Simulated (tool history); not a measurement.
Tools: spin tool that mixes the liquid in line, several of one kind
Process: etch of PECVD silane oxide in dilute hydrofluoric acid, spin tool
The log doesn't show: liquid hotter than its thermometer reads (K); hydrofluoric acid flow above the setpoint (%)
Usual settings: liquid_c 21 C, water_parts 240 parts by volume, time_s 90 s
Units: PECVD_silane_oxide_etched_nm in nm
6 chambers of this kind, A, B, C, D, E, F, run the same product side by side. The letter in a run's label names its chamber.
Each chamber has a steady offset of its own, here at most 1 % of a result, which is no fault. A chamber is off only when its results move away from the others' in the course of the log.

| run | day | liquid_c | water_parts | time_s | hours since the thermometer was replaced | hours since the hydrofluoric acid flow meter was replaced | read-back film thickness of the PECVD silane oxide reference wafer, read on the same gauge (nm) | PECVD_silane_oxide_etched_nm |
|---|---|---|---|---|---|---|---|---|
| 1C | 0.150 | 21 | 240 | 90 | 1844.9 | 974.7 | 119.99 | 4.3109 |
| 2D | 0.362 | 21 | 240 | 90 | 725.8 | 951.5 | 119.99 | 4.3539 |
| 3B | 0.496 | 21 | 240 | 90 | 20.9 | 299.3 | 120.00 | 4.3043 |
| 4A | 0.658 | 21 | 240 | 90 | 1360.1 | 1054.1 | 120.01 | 4.3258 |
|  | 0.783 | chamber F: thermometer replaced |
| 5E | 0.788 | 21 | 240 | 90 | 2284.6 | 1315.5 | 120.01 | 4.3664 |
| 6F | 0.921 | 17 | 240 | 60 | 3.3 | 792.8 | 120.02 | 2.4647 |
| 7A | 1.096 | 17 | 240 | 60 | 1370.6 | 1064.6 | 119.99 | 2.4663 |
| 8E | 1.312 | 17 | 240 | 60 | 2297.2 | 1328.1 | 119.99 | 2.4904 |
| 9B | 1.433 | 17 | 240 | 60 | 43.4 | 321.8 | 120.00 | 2.4700 |
| 10D | 1.683 | 17 | 240 | 60 | 757.5 | 983.2 | 119.99 | 2.4759 |
| 11C | 1.829 | 17 | 240 | 60 | 1885.2 | 1015.0 | 120.01 | 2.4843 |
| 12F | 1.971 | 21 | 240 | 90 | 28.5 | 818.0 | 119.98 | 4.3343 |
| 13A | 2.104 | 21 | 240 | 90 | 1394.8 | 1088.8 | 120.00 | 4.3041 |
| 14E | 2.267 | 21 | 240 | 90 | 2320.1 | 1351.0 | 119.98 | 4.3527 |
| 15B | 2.475 | 21 | 240 | 90 | 68.4 | 346.8 | 119.99 | 4.3004 |
| 16F | 2.592 | 21 | 240 | 90 | 43.4 | 832.9 | 119.98 | 4.3562 |
| 17C | 2.825 | 21 | 240 | 45 | 1909.1 | 1038.9 | 120.00 | 2.1860 |
| 18D | 3.062 | 21 | 240 | 45 | 790.6 | 1016.3 | 119.99 | 2.1797 |
| 19D | 3.279 | 21 | 240 | 45 | 795.8 | 1021.5 | 120.02 | 2.1978 |
| 20B | 3.533 | 21 | 240 | 45 | 93.8 | 372.2 | 120.03 | 2.1611 |
| 21C | 3.700 | 21 | 240 | 45 | 1930.1 | 1059.9 | 120.00 | 2.1850 |
| 22F | 3.892 | 21 | 240 | 45 | 74.6 | 864.1 | 120.01 | 2.1448 |
| 23A | 4.100 | 21 | 240 | 90 | 1442.7 | 1136.7 | 120.02 | 4.3305 |
| 24E | 4.342 | 21 | 240 | 90 | 2369.9 | 1400.8 | 120.00 | 4.3879 |
| 25A | 4.504 | 21 | 240 | 90 | 1452.4 | 1146.4 | 119.99 | 4.3717 |
| 26F | 4.667 | 21 | 240 | 90 | 93.2 | 882.7 | 120.02 | 4.2999 |
| 27B | 4.800 | 21 | 240 | 90 | 124.2 | 402.6 | 119.97 | 4.3139 |
| 28C | 5.000 | 21 | 240 | 90 | 1961.3 | 1091.1 | 120.00 | 4.3704 |
| 29E | 5.171 | 21 | 240 | 90 | 2389.8 | 1420.7 | 120.00 | 4.3480 |
| 30D | 5.379 | 21 | 240 | 90 | 846.2 | 1071.9 | 119.99 | 4.4848 |
| 31D | 5.496 | 21 | 240 | 90 | 849.0 | 1074.7 | 119.99 | 4.4917 |
| 32B | 5.679 | 21 | 240 | 90 | 145.3 | 423.7 | 120.01 | 4.3700 |
| 33F | 5.833 | 21 | 240 | 90 | 121.2 | 910.7 | 119.99 | 4.3190 |
| 34E | 6.079 | 21 | 240 | 90 | 2411.6 | 1442.5 | 120.01 | 4.3588 |
| 35A | 6.192 | 21 | 240 | 90 | 1492.9 | 1186.9 | 119.97 | 4.3381 |
| 36C | 6.338 | 21 | 240 | 90 | 1993.4 | 1123.2 | 120.02 | 4.3684 |
| 37E | 6.483 | 21 | 240 | 90 | 2421.3 | 1452.2 | 120.00 | 4.3833 |
| 38B | 6.600 | 21 | 240 | 90 | 167.4 | 445.8 | 119.99 | 4.2921 |
| 39C | 6.758 | 21 | 240 | 90 | 2003.5 | 1133.3 | 120.01 | 4.3107 |
| 40A | 6.929 | 21 | 240 | 90 | 1510.6 | 1204.6 | 119.97 | 4.3384 |
| 41F | 7.054 | 21 | 240 | 90 | 150.5 | 940.0 | 119.96 | 4.2898 |
| 42D | 7.192 | 21 | 240 | 90 | 889.7 | 1115.4 | 120.00 | 4.6034 |
| 43D | 7.446 | 21 | 240 | 90 | 895.8 | 1121.5 | 120.03 | 4.6129 |
|  | 7.617 | chamber E: hydrofluoric acid flow meter replaced |
| 44E | 7.700 | 21 | 240 | 90 | 2450.5 | 2.1 | 120.00 | 4.3350 |

Is one chamber off against the others, does the gauge drift, or is nothing wrong? If a chamber is off, say which, and what the likeliest cause is.

Chamber D drifts away from the others.
Cause: hydrofluoric acid flow above the setpoint (%) = 5.84.
The log may not tell that from: liquid hotter than its thermometer reads (K).

Here are 4 candidates for chamber D's next run, each the usual settings with a change, their results left as question marks. Which one brings its results back in line with what the others give on the usual settings?
In line means no further than this from the other chambers' mean on the usual settings: PECVD_silane_oxide_etched_nm 0.0840 nm
| 45D-1 | 7.888 | 21 | 250 | 85 |  |  |  | ? |
| 45D-2 | 7.888 | 19 | 240 | 90 |  |  |  | ? |
| 45D-3 | 7.888 | 24 | 240 | 90 |  |  |  | ? |
| 45D-4 | 7.888 | 21 | 225 | 90 |  |  |  | ? |

The other chambers' mean on the usual settings: PECVD_silane_oxide_etched_nm 4.3321 nm
| run | PECVD_silane_oxide_etched_nm |
|---|---|
| 45D-1 | 4.1746 |
| 45D-2 | 4.3070 |
| 45D-3 | 5.1826 |
| 45D-4 | 5.0173 |
45D-2 brings the chamber back in line.

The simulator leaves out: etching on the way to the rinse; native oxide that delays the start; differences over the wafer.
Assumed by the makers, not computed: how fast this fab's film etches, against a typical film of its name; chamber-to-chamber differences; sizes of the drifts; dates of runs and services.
